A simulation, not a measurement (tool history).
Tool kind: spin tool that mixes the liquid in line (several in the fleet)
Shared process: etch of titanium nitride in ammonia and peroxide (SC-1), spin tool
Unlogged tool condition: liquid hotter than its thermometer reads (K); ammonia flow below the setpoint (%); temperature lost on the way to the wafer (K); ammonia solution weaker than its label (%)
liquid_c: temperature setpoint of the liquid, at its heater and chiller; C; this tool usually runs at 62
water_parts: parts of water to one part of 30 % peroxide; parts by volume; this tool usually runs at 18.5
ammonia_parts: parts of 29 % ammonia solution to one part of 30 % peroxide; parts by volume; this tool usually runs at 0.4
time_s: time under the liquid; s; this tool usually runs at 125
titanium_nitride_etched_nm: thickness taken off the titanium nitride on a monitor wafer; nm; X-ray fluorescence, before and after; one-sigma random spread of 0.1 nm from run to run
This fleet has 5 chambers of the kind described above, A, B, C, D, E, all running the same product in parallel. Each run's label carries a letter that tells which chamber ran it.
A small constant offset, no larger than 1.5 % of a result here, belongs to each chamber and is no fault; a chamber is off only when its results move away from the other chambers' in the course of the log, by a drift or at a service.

run,hour,liquid_c,water_parts,ammonia_parts,time_s,hours since the thermometer was replaced,hours since the ammonia flow meter was replaced,hours since the heated supply line was repaired,hours since the drum of ammonia solution was connected,"read-back film thickness of the titanium nitride reference wafer, read on the same gauge (nm)",titanium_nitride_etched_nm
1C,10.3,62,18.5,0.4,125,1525.6,804.8,12.6,530.2,110,21.872
# hour 14.3: chamber D: heated supply line repaired
2A,21.7,62,18.5,0.4,125,158.4,1022.6,665.3,122.5,110,21.736
3E,33.6,62,18.5,0.4,125,185.9,237.1,120.1,417.3,109.97,21.815
# hour 38.7: chamber D: new drum of ammonia solution connected
4D,42.3,62,18.5,0.4,125,208.4,1230.2,28.1,3.7,110.03,21.767
5B,48.2,70,18.5,0.5,125,726.9,854.1,1018.7,487.7,110.01,37.667
6C,59,70,18.5,0.5,125,1574.3,853.5,61.3,578.9,110.03,38.172
7E,66.9,70,18.5,0.5,125,219.2,270.4,153.4,450.6,110,37.665
# hour 72.6: chamber C: ammonia flow meter replaced
8B,75.8,70,18.5,0.5,125,754.5,881.7,1046.3,515.3,110.03,37.827
# hour 76: chamber C: new drum of ammonia solution connected
9A,85.9,70,18.5,0.5,125,222.6,1086.8,729.5,186.7,110,36.805
10D,95.8,62,18.5,0.4,125,261.9,1283.7,81.6,57.2,110.05,21.705
11C,105.4,62,18.5,0.4,125,1620.7,32.8,107.7,29.4,109.99,22.003
12D,115.7,62,18.5,0.4,125,281.8,1303.6,101.5,77.1,110,21.575
13E,123,57,18.5,0.4,100,275.3,326.5,209.5,506.7,110,12.489
14A,131.9,57,18.5,0.4,100,268.6,1132.8,775.5,232.7,110.01,12.422
15B,140.1,57,18.5,0.4,100,818.8,946,1110.6,579.6,109.98,12.562
16C,149.7,57,18.5,0.4,100,1665,77.1,152,73.7,110,12.595
17B,158.4,57,18.5,0.4,100,837.1,964.3,1128.9,597.9,109.98,12.545
18D,169.3,62,18.5,0.4,125,335.4,1357.2,155.1,130.7,110.03,21.781
19A,175.4,62,18.5,0.3,125,312.1,1176.3,819,276.2,110.07,20.364
20E,183.5,62,18.5,0.3,125,335.8,387,270,567.2,110,20.581
21E,190,62,18.5,0.3,125,342.3,393.5,276.5,573.7,109.98,20.348
22A,199.9,62,18.5,0.3,125,336.6,1200.8,843.5,300.7,110.01,20.289
23D,207.6,62,18.5,0.3,125,373.7,1395.5,193.4,169,109.99,20.803
24B,215.7,62,18.5,0.3,125,894.4,1021.6,1186.2,655.2,109.97,20.654
25C,224.1,62,18.5,0.3,125,1739.4,151.5,226.4,148.1,109.98,20.784
26E,234.1,62,18.5,0.3,125,386.4,437.6,320.6,617.8,110,20.494
27C,243.9,62,18.5,0.3,125,1759.2,171.3,246.2,167.9,109.95,20.731
28B,251.3,62,18.5,0.3,125,930,1057.2,1221.8,690.8,110.03,20.611
29A,261,62,18.5,0.4,125,397.7,1261.9,904.6,361.8,110.05,21.575
30D,269.1,62,18.5,0.4,125,435.2,1457,254.9,230.5,109.99,21.626
31B,275.5,62,18.5,0.4,125,954.2,1081.4,1246,715,109.96,21.886
32D,287,62,18.5,0.4,125,453.1,1474.9,272.8,248.4,109.96,21.898
# hour 289.3: chamber D: new drum of ammonia solution connected
33C,294.4,62,18.5,0.4,125,1809.7,221.8,296.7,218.4,110.01,21.989
# hour 295.5: chamber B: new drum of ammonia solution connected
34A,300.5,62,18.5,0.4,125,437.2,1301.4,944.1,401.3,110.01,21.768
35E,306.9,62,18.5,0.4,125,459.2,510.4,393.4,690.6,110.05,21.667
36C,314.3,62,18.5,0.4,125,1829.6,241.7,316.6,238.3,109.99,21.879
37E,325.5,62,18.5,0.45,125,477.8,529,412,709.2,109.97,22.193
# hour 326.8: chamber D: thermometer replaced
38D,335.1,62,18.5,0.45,125,8.4,1523,320.9,45.9,110.03,22.268
39A,346.1,62,18.5,0.45,125,482.8,1347,989.7,446.9,109.98,22.107
40B,358,62,18.5,0.45,125,1036.7,1163.9,1328.5,62.5,110.02,22.336
41A,367.1,62,18.5,0.45,125,503.8,1368,1010.7,467.9,109.98,22.053
42C,373,62,18.5,0.4,125,1888.3,300.4,375.3,297,110.05,21.868
43D,381.8,62,18.5,0.4,125,55.1,1569.7,367.6,92.6,110.01,21.858

The same settings go to every chamber for the next run, one line per chamber below. Forecast the results for each:
44A,390.6,62,18.5,0.4,125,,,,,,?
44B,390.6,62,18.5,0.4,125,,,,,,?
44C,390.6,62,18.5,0.4,125,,,,,,?
44D,390.6,62,18.5,0.4,125,,,,,,?
44E,390.6,62,18.5,0.4,125,,,,,,?

run,titanium_nitride_etched_nm
44A,21.684
44B,21.616
44C,21.991
44D,21.706
44E,21.766
